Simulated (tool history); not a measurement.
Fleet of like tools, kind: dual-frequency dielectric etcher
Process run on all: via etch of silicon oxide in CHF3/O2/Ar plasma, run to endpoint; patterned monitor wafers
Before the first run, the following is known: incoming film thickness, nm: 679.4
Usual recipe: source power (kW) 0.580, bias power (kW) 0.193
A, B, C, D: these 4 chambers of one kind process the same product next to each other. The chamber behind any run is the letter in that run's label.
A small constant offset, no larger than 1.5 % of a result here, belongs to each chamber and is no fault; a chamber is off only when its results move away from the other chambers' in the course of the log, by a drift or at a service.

run,hour,source power (kW),bias power (kW),hours since the last wet clean,hours since the last source power generator calibration,hours since the last bias power generator calibration,endpoint time (s)
1D,6.0,0.580,0.193,212.8,990.6,4575.2,341.96
2B,9.2,0.580,0.193,452.5,1562.1,2143.4,344.90
3C,14.0,0.580,0.193,126.4,2034.9,1007.3,343.29
4A,17.9,0.580,0.193,340.4,995.6,430.5,344.12
5B,21.7,0.580,0.193,465.0,1574.6,2155.9,341.69
6A,26.0,0.520,0.173,348.5,1003.7,438.6,373.68
7D,32.5,0.520,0.173,239.3,1017.1,4601.7,367.41
# hour 35.8: chamber B: wet clean of the chamber
8C,36.1,0.520,0.173,148.5,2057.0,1029.4,373.96
9D,42.8,0.520,0.173,249.6,1027.4,4612.0,372.53
10C,48.2,0.580,0.193,160.6,2069.1,1041.5,345.36
11B,52.3,0.580,0.193,16.6,1605.2,2186.5,343.58
12A,58.5,0.580,0.193,381.0,1036.2,471.1,348.04
13B,64.4,0.500,0.174,28.7,1617.3,2198.6,376.63
14A,68.9,0.500,0.174,391.4,1046.6,481.5,379.92
15D,73.3,0.500,0.174,280.1,1057.9,4642.5,376.05
16C,77.2,0.500,0.174,189.6,2098.1,1070.5,378.42
17B,84.3,0.580,0.193,48.6,1637.2,2218.5,342.13
18C,87.9,0.580,0.193,200.3,2108.8,1081.2,344.26
19A,92.2,0.580,0.193,414.7,1069.9,504.8,353.18
20D,95.6,0.580,0.193,302.4,1080.2,4664.8,342.79
21D,102.3,0.580,0.193,309.1,1086.9,4671.5,342.72
22B,106.4,0.580,0.193,70.7,1659.3,2240.6,343.29
23C,111.7,0.580,0.193,224.1,2132.6,1105.0,343.14
24A,117.8,0.580,0.193,440.3,1095.5,530.4,352.26
25A,124.4,0.580,0.193,446.9,1102.1,537.0,354.09
26B,131.5,0.580,0.193,95.8,1684.4,2265.7,342.36
27C,138.2,0.580,0.193,250.6,2159.1,1131.5,345.32
28D,145.3,0.580,0.193,352.1,1129.9,4714.5,340.42
29C,150.4,0.580,0.193,262.8,2171.3,1143.7,345.34
30A,157.0,0.580,0.193,479.5,1134.7,569.6,354.61
31B,161.9,0.580,0.175,126.2,1714.8,2296.1,353.70
32D,167.6,0.580,0.175,374.4,1152.2,4736.8,353.83
33C,171.3,0.580,0.175,283.7,2192.2,1164.6,354.72

All 4 chambers run these settings next. Forecast each chamber's results:
34A,176.4,0.580,0.173,,,,?
34B,176.4,0.580,0.173,,,,?
34C,176.4,0.580,0.173,,,,?
34D,176.4,0.580,0.173,,,,?

run,endpoint time (s)
34A,369.14
34B,355.51
34C,358.23
34D,352.84

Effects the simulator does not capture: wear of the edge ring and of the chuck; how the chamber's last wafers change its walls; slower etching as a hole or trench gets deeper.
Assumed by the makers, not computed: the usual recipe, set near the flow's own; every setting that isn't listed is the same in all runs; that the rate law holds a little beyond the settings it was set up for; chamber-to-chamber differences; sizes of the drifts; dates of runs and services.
